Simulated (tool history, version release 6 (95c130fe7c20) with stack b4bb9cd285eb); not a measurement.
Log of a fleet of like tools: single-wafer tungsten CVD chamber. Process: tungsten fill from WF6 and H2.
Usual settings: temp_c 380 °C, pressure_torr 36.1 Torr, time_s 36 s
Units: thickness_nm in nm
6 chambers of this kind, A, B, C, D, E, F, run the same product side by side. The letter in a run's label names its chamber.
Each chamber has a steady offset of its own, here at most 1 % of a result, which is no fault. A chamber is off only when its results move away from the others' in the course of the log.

run,hour,temp_c,pressure_torr,time_s,"read-back reference wafer on the same gauge, thickness_nm",thickness_nm
1F,5.4,380,36.1,36,78.629,76.761
2B,9.6,380,36.1,36,78.653,77.493
3E,14.7,380,36.1,36,78.694,78.199
4C,17.5,380,36.1,36,78.611,77.852
5D,20.7,380,36.1,36,78.696,78.868
6A,25,380,36.1,36,78.688,77.59
7F,27.6,380,36.1,36,78.749,77.791
8C,30.4,380,36.1,36,78.606,77.569
9E,35.6,380,36.1,36,78.726,77.832
10D,41.1,380,36.1,36,78.788,77.886
11B,44.8,380,36.1,36,78.622,77.176
12A,48.5,380,36.1,36,78.872,77.013
13D,51.1,380,36.1,36,78.705,78.58
14A,54.1,380,36.1,36,78.677,77.905
15F,57.5,380,36.1,36,78.665,77.513
16C,61.3,380,36.1,36,78.666,77.928
17E,65.7,380,36.1,36,78.75,78.803
18B,70.7,380,36.1,36,78.587,77.025
19E,73.7,380,36.1,36,78.704,78.147
20D,76.5,380,36.1,36,78.673,78.057
21A,82,380,36.1,36,78.887,76.949
22C,86.6,380,36.1,36,78.678,77.019
23F,90,380,36.1,36,78.764,77.811
24B,94.8,380,41.7,36,78.652,82.736
25E,99.8,380,41.7,36,78.685,83.4
26C,102.7,380,41.7,36,78.637,82.358
27F,105.2,380,41.7,36,78.75,83.288
28B,110.8,380,41.7,36,78.638,82.286
29A,113.7,380,41.7,36,78.638,82.835
30D,118.1,380,36.1,36,78.6,78.581
31B,123.2,380,36.1,36,78.77,77.386
32E,128.1,380,36.1,36,78.722,77.91
33C,132.3,380,36.1,36,78.727,77.158
34D,135.7,380,36.1,36,78.599,78.042
35A,138.7,380,36.1,36,78.7,78.192
36F,142.8,380,36.1,36,78.741,77.136
37F,146.4,380,36.1,36,78.742,77.345
38D,149.8,380,36.1,36,78.641,77.605
39E,152.4,380,36.1,36,78.755,77.273

What goes on in this fleet: one chamber off, a drifting gauge, or nothing beyond the chambers' own small offsets? Name the chamber and the cause, if any.

No chamber stands off beyond its own small offset, and the gauge holds steady.
